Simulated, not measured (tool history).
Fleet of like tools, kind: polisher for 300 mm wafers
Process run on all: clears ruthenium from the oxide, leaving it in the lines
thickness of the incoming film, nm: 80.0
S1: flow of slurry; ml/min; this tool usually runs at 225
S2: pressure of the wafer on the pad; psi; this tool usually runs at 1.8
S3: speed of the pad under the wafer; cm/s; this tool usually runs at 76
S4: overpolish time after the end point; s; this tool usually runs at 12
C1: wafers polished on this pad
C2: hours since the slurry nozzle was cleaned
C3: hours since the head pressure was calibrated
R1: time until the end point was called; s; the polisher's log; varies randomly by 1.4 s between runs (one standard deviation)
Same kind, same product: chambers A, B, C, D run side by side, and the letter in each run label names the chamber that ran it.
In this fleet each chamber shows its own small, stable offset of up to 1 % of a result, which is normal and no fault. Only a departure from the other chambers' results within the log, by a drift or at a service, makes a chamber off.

{"run": "1C", "day": 0.138, "S1": 225, "S2": 1.8, "S3": 76, "S4": 12, "C1": 399, "C2": 282.4, "C3": 388.6, "R1": 108.59}
{"run": "2B", "day": 0.325, "S1": 225, "S2": 1.8, "S3": 76, "S4": 12, "C1": 484, "C2": 555.2, "C3": 1201.1, "R1": 111.63}
{"run": "3D", "day": 0.508, "S1": 225, "S2": 1.8, "S3": 76, "S4": 12, "C1": 1214, "C2": 297.1, "C3": 621.7, "R1": 111.2}
{"run": "4A", "day": 0.712, "S1": 225, "S2": 1.8, "S3": 76, "S4": 12, "C1": 643, "C2": 180.0, "C3": 320.7, "R1": 108.14}
{"day": 0.812, "done": "chamber A: worn pad replaced by a new one"}
{"day": 0.842, "done": "chamber D: worn pad replaced by a new one"}
{"run": "5A", "day": 0.896, "S1": 225, "S2": 1.8, "S3": 76, "S4": 12, "C1": 15, "C2": 184.4, "C3": 325.1, "R1": 107.01}
{"run": "6B", "day": 1.004, "S1": 225, "S2": 1.3, "S3": 76, "S4": 12, "C1": 611, "C2": 571.5, "C3": 1217.4, "R1": 154.35}
{"run": "7C", "day": 1.204, "S1": 225, "S2": 1.3, "S3": 76, "S4": 12, "C1": 598, "C2": 308.0, "C3": 414.2, "R1": 149.57}
{"run": "8D", "day": 1.421, "S1": 225, "S2": 1.3, "S3": 76, "S4": 12, "C1": 108, "C2": 319.0, "C3": 643.6, "R1": 152.93}
{"run": "9A", "day": 1.567, "S1": 225, "S2": 1.3, "S3": 76, "S4": 12, "C1": 140, "C2": 200.5, "C3": 341.2, "R1": 155.01}
{"run": "10B", "day": 1.729, "S1": 190, "S2": 1.8, "S3": 76, "S4": 12, "C1": 746, "C2": 588.9, "C3": 1234.8, "R1": 112.72}
{"run": "11C", "day": 1.842, "S1": 190, "S2": 1.8, "S3": 76, "S4": 12, "C1": 717, "C2": 323.3, "C3": 429.5, "R1": 109.35}
{"day": 1.85, "done": "chamber B: worn pad replaced by a new one"}
{"run": "12D", "day": 1.971, "S1": 190, "S2": 1.8, "S3": 76, "S4": 12, "C1": 210, "C2": 332.2, "C3": 656.8, "R1": 112.58}
{"day": 2.0, "done": "chamber C: worn pad replaced by a new one"}
{"run": "13C", "day": 2.096, "S1": 190, "S2": 1.8, "S3": 76, "S4": 12, "C1": 18, "C2": 329.4, "C3": 435.6, "R1": 110.74}
{"day": 2.154, "done": "chamber C: head pressure recalibrated"}
{"run": "14D", "day": 2.312, "S1": 225, "S2": 1.8, "S3": 76, "S4": 12, "C1": 274, "C2": 340.4, "C3": 665.0, "R1": 107.36}
{"run": "15A", "day": 2.417, "S1": 225, "S2": 1.8, "S3": 76, "S4": 12, "C1": 299, "C2": 220.9, "C3": 361.6, "R1": 107.79}
{"day": 2.571, "done": "chamber D: head pressure recalibrated"}
{"run": "16B", "day": 2.571, "S1": 225, "S2": 1.8, "S3": 100, "S4": 12, "C1": 134, "C2": 609.1, "C3": 1255.0, "R1": 83.005}
{"run": "17C", "day": 2.796, "S1": 225, "S2": 1.8, "S3": 100, "S4": 12, "C1": 148, "C2": 346.2, "C3": 15.4, "R1": 83.74}
{"run": "18A", "day": 2.962, "S1": 225, "S2": 1.8, "S3": 100, "S4": 12, "C1": 401, "C2": 234.0, "C3": 374.7, "R1": 84.276}
{"run": "19B", "day": 3.088, "S1": 225, "S2": 1.8, "S3": 100, "S4": 12, "C1": 230, "C2": 621.5, "C3": 1267.4, "R1": 82.298}
{"run": "20D", "day": 3.254, "S1": 225, "S2": 1.8, "S3": 76, "S4": 12, "C1": 450, "C2": 363.0, "C3": 16.4, "R1": 123.05}
{"run": "21C", "day": 3.362, "S1": 225, "S2": 1.8, "S3": 76, "S4": 12, "C1": 254, "C2": 359.8, "C3": 29.0, "R1": 108.85}
{"run": "22A", "day": 3.567, "S1": 225, "S2": 1.8, "S3": 76, "S4": 12, "C1": 513, "C2": 248.5, "C3": 389.2, "R1": 111.66}
{"run": "23B", "day": 3.771, "S1": 225, "S2": 1.3, "S3": 76, "S4": 8, "C1": 358, "C2": 637.9, "C3": 1283.8, "R1": 157.44}
{"run": "24D", "day": 3.992, "S1": 225, "S2": 1.3, "S3": 76, "S4": 8, "C1": 587, "C2": 380.7, "C3": 34.1, "R1": 173.16}
{"run": "25A", "day": 4.179, "S1": 225, "S2": 1.3, "S3": 76, "S4": 8, "C1": 627, "C2": 263.2, "C3": 403.9, "R1": 152.55}
{"run": "26B", "day": 4.404, "S1": 225, "S2": 1.3, "S3": 76, "S4": 8, "C1": 476, "C2": 653.1, "C3": 1299.0, "R1": 153.77}
{"run": "27D", "day": 4.642, "S1": 225, "S2": 1.8, "S3": 76, "S4": 12, "C1": 708, "C2": 396.3, "C3": 49.7, "R1": 122.05}
{"run": "28C", "day": 4.858, "S1": 225, "S2": 1.8, "S3": 76, "S4": 12, "C1": 533, "C2": 395.7, "C3": 64.9, "R1": 109.8}
{"run": "29C", "day": 4.996, "S1": 225, "S2": 1.8, "S3": 76, "S4": 12, "C1": 559, "C2": 399.0, "C3": 68.2, "R1": 109.06}

The same settings go to every chamber for the next run, one line per chamber below. Forecast the results for each:
{"run": "30A", "day": 5.167, "S1": 225, "S2": 1.8, "S3": 76, "S4": 12, "R1": "?"}
{"run": "30B", "day": 5.167, "S1": 225, "S2": 1.8, "S3": 76, "S4": 12, "R1": "?"}
{"run": "30C", "day": 5.167, "S1": 225, "S2": 1.8, "S3": 76, "S4": 12, "R1": "?"}
{"run": "30D", "day": 5.167, "S1": 225, "S2": 1.8, "S3": 76, "S4": 12, "R1": "?"}

run=30A R1=111.310
run=30B R1=111.130
run=30C R1=109.840
run=30D R1=123.350
